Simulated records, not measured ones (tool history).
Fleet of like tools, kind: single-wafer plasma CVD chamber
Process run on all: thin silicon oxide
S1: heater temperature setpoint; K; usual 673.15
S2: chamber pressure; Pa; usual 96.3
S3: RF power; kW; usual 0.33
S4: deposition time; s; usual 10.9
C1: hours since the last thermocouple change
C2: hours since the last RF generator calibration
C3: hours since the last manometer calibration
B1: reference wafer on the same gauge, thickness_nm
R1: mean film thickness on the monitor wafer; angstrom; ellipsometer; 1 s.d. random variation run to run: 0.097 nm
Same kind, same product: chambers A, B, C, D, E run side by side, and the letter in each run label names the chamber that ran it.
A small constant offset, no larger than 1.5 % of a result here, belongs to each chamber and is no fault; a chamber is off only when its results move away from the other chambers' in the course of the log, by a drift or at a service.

Run 1C, day 0.246: usual settings; C1 853.2; C2 669.8; C3 663.3; B1 18.286. Result: R1 188.63 angstrom.
Run 2A, day 0.429: usual settings; C1 841.9; C2 716.3; C3 288.8; B1 18.312. Result: R1 187.44 angstrom.
Run 3E, day 0.596: usual settings; C1 1664.7; C2 1098.8; C3 1196.2; B1 18.294. Result: R1 187.79 angstrom.
Run 4B, day 0.838: usual settings; C1 1340.7; C2 530.3; C3 1494.2; B1 18.309. Result: R1 188.57 angstrom.
At day 0.979: chamber E: RF generator calibrated.
Run 5D, day 0.979: usual settings but S1 667.15 K, S2 88.3 Pa; C1 770.2; C2 735.4; C3 1209; B1 18.316. Result: R1 170.87 angstrom.
Run 6C, day 1.092: usual settings but S1 667.15 K, S2 88.3 Pa; C1 873.5; C2 690.1; C3 683.6; B1 18.282. Result: R1 171.51 angstrom.
Run 7E, day 1.212: usual settings but S1 667.15 K, S2 88.3 Pa; C1 1679.5; C2 5.6; C3 1211; B1 18.313. Result: R1 172.95 angstrom.
Run 8D, day 1.433: usual settings but S1 667.15 K, S2 88.3 Pa; C1 781.1; C2 746.3; C3 1219.9; B1 18.307. Result: R1 170.17 angstrom.
Run 9B, day 1.571: usual settings but S1 667.15 K, S2 88.3 Pa; C1 1358.3; C2 547.9; C3 1511.8; B1 18.294. Result: R1 171.26 angstrom.
Run 10A, day 1.762: usual settings; C1 873.9; C2 748.3; C3 320.8; B1 18.306. Result: R1 186.52 angstrom.
Run 11B, day 2.012: usual settings; C1 1368.9; C2 558.5; C3 1522.4; B1 18.313. Result: R1 187.36 angstrom.
Run 12E, day 2.254: usual settings; C1 1704.5; C2 30.6; C3 1236; B1 18.302. Result: R1 188.39 angstrom.
Run 13A, day 2.371: usual settings but S3 0.305 kW, S4 10.2 s; C1 888.5; C2 762.9; C3 335.4; B1 18.303. Result: R1 170.46 angstrom.
Run 14D, day 2.5: usual settings but S3 0.305 kW, S4 10.2 s; C1 806.7; C2 771.9; C3 1245.5; B1 18.316. Result: R1 168.23 angstrom.
Run 15C, day 2.746: usual settings but S3 0.305 kW, S4 10.2 s; C1 913.2; C2 729.8; C3 723.3; B1 18.312. Result: R1 169.96 angstrom.
At day 2.75: chamber B: thermocouple changed; heater temperature recalibrated.
Run 16C, day 2.888: usual settings but S3 0.305 kW, S4 10.2 s; C1 916.6; C2 733.2; C3 726.7; B1 18.268. Result: R1 169.84 angstrom.
Run 17B, day 3.071: usual settings but S3 0.305 kW, S4 10.2 s; C1 7.8; C2 583.9; C3 1547.8; B1 18.289. Result: R1 168.64 angstrom.
Run 18D, day 3.233: usual settings; C1 824.3; C2 789.5; C3 1263.1; B1 18.306. Result: R1 185.05 angstrom.
Run 19E, day 3.462: usual settings; C1 1733.5; C2 59.6; C3 1265; B1 18.27. Result: R1 187.08 angstrom.
Run 20A, day 3.704: usual settings; C1 920.5; C2 794.9; C3 367.4; B1 18.3. Result: R1 187.12 angstrom.
Run 21D, day 3.9: usual settings; C1 840.3; C2 805.5; C3 1279.1; B1 18.328. Result: R1 185.77 angstrom.
Run 22C, day 4.017: usual settings; C1 943.7; C2 760.3; C3 753.8; B1 18.311. Result: R1 186.32 angstrom.
Run 23B, day 4.25: usual settings; C1 36.1; C2 612.2; C3 1576.1; B1 18.31. Result: R1 186.23 angstrom.
Run 24A, day 4.438: usual settings but S2 85.3 Pa; C1 938.1; C2 812.5; C3 385; B1 18.3. Result: R1 164.32 angstrom.
Run 25E, day 4.55: usual settings but S2 85.3 Pa; C1 1759.6; C2 85.7; C3 1291.1; B1 18.295. Result: R1 165.8 angstrom.
Run 26C, day 4.738: usual settings but S2 85.3 Pa; C1 961; C2 777.6; C3 771.1; B1 18.288. Result: R1 165.47 angstrom.
Run 27B, day 4.983: usual settings but S2 85.3 Pa; C1 53.7; C2 629.8; C3 1593.7; B1 18.298. Result: R1 164.94 angstrom.
Run 28E, day 5.15: usual settings but S2 85.3 Pa; C1 1774; C2 100.1; C3 1305.5; B1 18.28. Result: R1 165.44 angstrom.
Run 29D, day 5.308: usual settings; C1 874.1; C2 839.3; C3 1312.9; B1 18.333. Result: R1 184.45 angstrom.
Run 30A, day 5.512: usual settings; C1 963.9; C2 838.3; C3 410.8; B1 18.305. Result: R1 186.47 angstrom.
Run 31C, day 5.679: usual settings; C1 983.6; C2 800.2; C3 793.7; B1 18.316. Result: R1 187.88 angstrom.
Run 32A, day 5.921: usual settings; C1 973.7; C2 848.1; C3 420.6; B1 18.299. Result: R1 187.21 angstrom.

One chamber off, gauge drift, or nothing amiss beyond the chambers' own small offsets? If it is a chamber, which one, and what is the likeliest cause?

Neither any chamber nor the gauge drifts; the chambers differ only by their own small, steady offsets.
